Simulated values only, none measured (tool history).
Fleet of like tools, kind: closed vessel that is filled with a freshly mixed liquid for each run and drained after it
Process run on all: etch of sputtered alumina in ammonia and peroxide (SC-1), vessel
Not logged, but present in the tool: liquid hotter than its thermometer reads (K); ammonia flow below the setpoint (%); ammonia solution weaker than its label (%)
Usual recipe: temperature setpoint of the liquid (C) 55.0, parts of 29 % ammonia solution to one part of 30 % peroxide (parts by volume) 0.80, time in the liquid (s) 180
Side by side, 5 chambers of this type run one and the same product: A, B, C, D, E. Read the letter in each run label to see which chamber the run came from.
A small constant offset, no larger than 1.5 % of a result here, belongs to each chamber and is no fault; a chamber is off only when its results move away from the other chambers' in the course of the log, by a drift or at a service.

run	hour	temperature setpoint of the liquid (C)	parts of 29 % ammonia solution to one part of 30 % peroxide (parts by volume)	time in the liquid (s)	hours since the thermometer was replaced	hours since the ammonia flow meter was replaced	hours since the drum of ammonia solution was connected	read-back film thickness of the sputtered alumina reference wafer, read on the same gauge (nm)	thickness taken off the sputtered alumina on a monitor wafer (angstrom)
1C	5.4	55.0	0.80	180	1653.1	1472.1	11.8	129.99	73.244
2D	10.2	55.0	0.80	180	1523.8	697.5	239.6	129.98	74.894
# hour 11.7: chamber C: ammonia flow meter replaced
3E	15.1	55.0	0.80	180	862.9	397.5	364.5	129.98	74.570
4B	19.1	55.0	0.80	180	67.2	660.4	791.4	130.02	75.364
5A	22.4	55.0	0.80	180	1489.9	1096.7	193.2	129.97	74.399
6C	26.4	55.0	0.80	180	1674.1	14.7	32.8	129.97	73.216
7D	29.1	55.0	0.80	180	1542.7	716.4	258.5	130.01	75.971
8A	31.6	55.0	0.80	180	1499.1	1105.9	202.4	129.98	73.355
9B	35.1	55.0	0.80	180	83.2	676.4	807.4	130.05	74.053
10E	38.2	55.0	0.80	235	886.0	420.6	387.6	129.95	96.772
11B	42.7	55.0	0.80	235	90.8	684.0	815.0	130.01	95.248
12A	47.5	55.0	0.80	235	1515.0	1121.8	218.3	130.00	96.445
# hour 50.5: chamber C: thermometer replaced
13D	51.1	55.0	0.80	235	1564.7	738.4	280.5	130.00	96.073
14C	55.0	55.0	0.80	235	4.6	43.3	61.4	129.96	94.478
15E	59.8	55.0	0.80	180	907.6	442.2	409.2	130.00	73.259
16B	63.7	55.0	0.80	180	111.8	705.0	836.0	130.01	73.704
17A	68.3	55.0	0.65	180	1535.8	1142.6	239.1	129.98	73.783
18D	70.7	55.0	0.65	180	1584.3	758.0	300.1	129.99	72.208
# hour 72.5: chamber D: thermometer replaced
19C	75.2	55.0	0.65	180	24.8	63.5	81.6	129.96	71.594
20E	79.1	55.0	0.65	180	926.9	461.5	428.5	130.00	72.609
21C	82.8	55.0	0.65	180	32.4	71.1	89.2	130.00	73.078
22B	87.0	59.0	0.80	80	135.1	728.3	859.3	130.05	40.154
23D	89.6	59.0	0.80	80	17.2	776.9	319.0	129.99	41.628
24A	93.0	59.0	0.80	80	1560.5	1167.3	263.8	129.97	41.616
25E	97.5	59.0	0.80	80	945.3	479.9	446.9	129.98	40.959
26B	103.0	59.0	0.80	80	151.1	744.3	875.3	130.03	40.275
27E	107.8	55.0	0.80	180	955.6	490.2	457.2	129.96	74.112
28C	112.2	55.0	0.80	180	61.8	100.5	118.6	130.03	72.384
29D	117.4	55.0	0.80	180	45.0	804.7	346.8	130.01	74.989
30A	120.3	55.0	0.80	180	1587.8	1194.6	291.1	130.03	78.705
31B	125.2	55.0	0.80	180	173.3	766.5	897.5	130.00	74.182
32D	129.3	55.0	0.80	180	56.9	816.6	358.7	129.97	75.807
33A	132.2	55.0	0.80	180	1599.7	1206.5	303.0	130.00	78.380
34C	135.6	50.0	0.80	220	85.2	123.9	142.0	130.00	68.798
35E	138.5	50.0	0.80	220	986.3	520.9	487.9	129.99	70.169
36B	142.1	50.0	0.80	220	190.2	783.4	914.4	129.98	68.715
37C	145.0	50.0	0.80	220	94.6	133.3	151.4	130.00	67.942

One chamber off, gauge drift, or nothing amiss beyond the chambers' own small offsets? If it is a chamber, which one, and what is the likeliest cause?

One chamber, A, drifts off from the rest bit by bit.
Likeliest cause: liquid hotter than its thermometer reads (K) = 1.65.

Chamber A could run next with any of the 4 candidate recipes listed below; each alters the usual settings, and their results appear as question marks. Which one brings its results back in line with what the other chambers deliver on the usual settings?
In-line tolerance around the mean of the other chambers on the usual settings: thickness taken off the sputtered alumina on a monitor wafer (angstrom) 2.300
38A-1	149.0	55.5	0.80	190					?
38A-2	149.0	58.0	0.80	180					?
38A-3	149.0	55.0	0.80	165					?
38A-4	149.0	52.0	0.80	180					?

On the usual settings, the other chambers give on average: thickness taken off the sputtered alumina on a monitor wafer (angstrom) 74.077
run	thickness taken off the sputtered alumina on a monitor wafer (angstrom)
38A-1	87.063
38A-2	93.756
38A-3	73.690
38A-4	68.749
With 38A-3, the chamber falls back in line with the rest.

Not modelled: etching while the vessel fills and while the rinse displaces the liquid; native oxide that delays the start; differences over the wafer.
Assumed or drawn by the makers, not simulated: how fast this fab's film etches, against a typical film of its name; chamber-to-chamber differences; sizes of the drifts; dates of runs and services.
